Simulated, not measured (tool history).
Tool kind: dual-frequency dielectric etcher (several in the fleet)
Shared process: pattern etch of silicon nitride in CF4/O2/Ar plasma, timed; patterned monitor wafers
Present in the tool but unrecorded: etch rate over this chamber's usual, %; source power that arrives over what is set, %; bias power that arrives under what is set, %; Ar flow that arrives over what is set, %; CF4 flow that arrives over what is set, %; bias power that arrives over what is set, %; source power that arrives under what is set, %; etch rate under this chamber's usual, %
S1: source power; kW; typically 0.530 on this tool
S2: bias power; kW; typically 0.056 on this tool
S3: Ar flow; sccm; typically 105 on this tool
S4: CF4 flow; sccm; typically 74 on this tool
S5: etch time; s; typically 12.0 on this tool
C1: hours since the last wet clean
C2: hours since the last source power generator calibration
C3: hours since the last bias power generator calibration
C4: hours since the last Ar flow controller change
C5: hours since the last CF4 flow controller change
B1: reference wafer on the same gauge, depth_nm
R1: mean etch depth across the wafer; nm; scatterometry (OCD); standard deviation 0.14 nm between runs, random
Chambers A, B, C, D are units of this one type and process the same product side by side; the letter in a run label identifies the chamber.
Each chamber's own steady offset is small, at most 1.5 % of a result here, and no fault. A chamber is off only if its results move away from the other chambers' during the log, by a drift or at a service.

run   hour     S1     S2   S3  S4    S5     C1      C2      C3      C4      C5      B1      R1
 1C   11.7  0.530  0.056  105  74  12.0  223.0  2407.2  1379.9   407.2  1008.9  21.002  23.974
 2D   27.6  0.530  0.056  105  74  12.0  467.2  1911.6   684.6  2452.6  1700.3  21.009  23.948
 3A   37.8  0.530  0.056  105  74  12.0  306.1  3306.9   510.8  3629.0  4446.8  20.982  24.012
 4B   52.7  0.530  0.056  105  74  12.0  420.7  2550.4   397.1   965.7   261.9  21.002  24.273
      59.5  -- chamber C: source power generator calibrated
 5A   62.8  0.530  0.056  105  74  12.0  331.1  3331.9   535.8  3654.0  4471.8  20.984  23.928
 6C   75.1  0.530  0.056  105  74  12.0  286.4    15.6  1443.3   470.6  1072.3  20.972  24.221
      77.6  -- chamber B: wet clean of the chamber
 7B   83.1  0.530  0.056  105  74  12.0    5.5  2580.8   427.5   996.1   292.3  20.963  24.159
 8D   94.3  0.530  0.056  105  74  12.0  533.9  1978.3   751.3  2519.3  1767.0  20.993  23.875
 9A  110.4  0.530  0.056  105  74  12.0  378.7  3379.5   583.4  3701.6  4519.4  21.006  23.852
10D  122.8  0.530  0.068  105  74  12.0  562.4  2006.8   779.8  2547.8  1795.5  20.996  26.052
11B  131.4  0.530  0.068  105  74  12.0   53.8  2629.1   475.8  1044.4   340.6  20.996  26.186
     138.7  -- chamber C: wet clean of the chamber
12C  141.7  0.530  0.068  105  74  12.0    3.0    82.2  1509.9   537.2  1138.9  20.978  26.067
13A  157.7  0.530  0.068  105  74  12.0  426.0  3426.8   630.7  3748.9  4566.7  20.996  25.776
     162.3  -- chamber A: wet clean of the chamber
14C  171.8  0.530  0.056  105  74  12.0   33.1   112.3  1540.0   567.3  1169.0  21.013  24.081
15B  187.6  0.530  0.056  105  64  14.0  110.0  2685.3   532.0  1100.6   396.8  21.007  27.571
16D  199.3  0.530  0.056  105  64  14.0  638.9  2083.3   856.3  2624.3  1872.0  20.999  27.204
     211.3  -- chamber D: wet clean of the chamber
17D  215.1  0.530  0.056  105  64  14.0    3.9  2099.1   872.1  2640.1  1887.8  20.997  26.052
18A  223.9  0.530  0.056  105  64  14.0   61.7  3493.0   696.9  3815.1  4632.9  20.985  27.310
19C  240.1  0.440  0.056  105  90  12.0  101.4   180.6  1608.3   635.6  1237.3  20.995  20.900
20B  249.7  0.440  0.056  105  90  12.0  172.1  2747.4   594.1  1162.7   458.9  20.990  21.244
21C  259.7  0.440  0.056  105  90  12.0  121.0   200.2  1627.9   655.2  1256.9  21.020  20.895
22B  274.3  0.440  0.056  105  90  12.0  196.7  2772.0   618.7  1187.3   483.5  21.012  21.410
23D  289.2  0.530  0.056  105  74  12.0   78.0  2173.2   946.2  2714.2  1961.9  20.982  22.790
24A  303.0  0.530  0.056  105  74  12.0  140.8  3572.1   776.0  3894.2  4712.0  20.997  23.578
25D  313.3  0.530  0.056  105  81  10.5  102.1  2197.3   970.3  2738.3  1986.0  20.989  20.276
26C  321.1  0.530  0.056  105  81  10.5  182.4   261.6  1689.3   716.6  1318.3  21.035  21.247
27B  335.5  0.530  0.056  105  81  10.5  257.9  2833.2   679.9  1248.5   544.7  20.992  21.327

Does one chamber stand apart from the rest, does the shared gauge drift, or is all well apart from small per-chamber offsets? Give the chamber and the most likely cause, where there is one.

A service on chamber D put it out of line with the rest.
Most likely cause: etch rate under this chamber's usual, % = 4.64.

Below are 4 candidate recipes for chamber D's next run, each the usual settings with a change, their results shown as question marks. Which of them brings D's results back in line with what the other chambers give on the usual settings?
Allowed miss from the other chambers' usual-settings mean, per result, to count as in line: R1 0.510 nm
28D-1  347.1  0.530  0.055  106  73  11.0                           ?
28D-2  347.1  0.590  0.056  103  75  12.0                           ?
28D-3  347.1  0.540  0.056  105  74  12.5                           ?
28D-4  347.1  0.500  0.056  106  73  12.0                           ?

The mean the other chambers reach with the usual settings: R1 24.023 nm
  run      R1
28D-1  20.736
28D-2  25.162
28D-3  24.191
28D-4  21.678
With 28D-3, the chamber falls back in line with the rest.

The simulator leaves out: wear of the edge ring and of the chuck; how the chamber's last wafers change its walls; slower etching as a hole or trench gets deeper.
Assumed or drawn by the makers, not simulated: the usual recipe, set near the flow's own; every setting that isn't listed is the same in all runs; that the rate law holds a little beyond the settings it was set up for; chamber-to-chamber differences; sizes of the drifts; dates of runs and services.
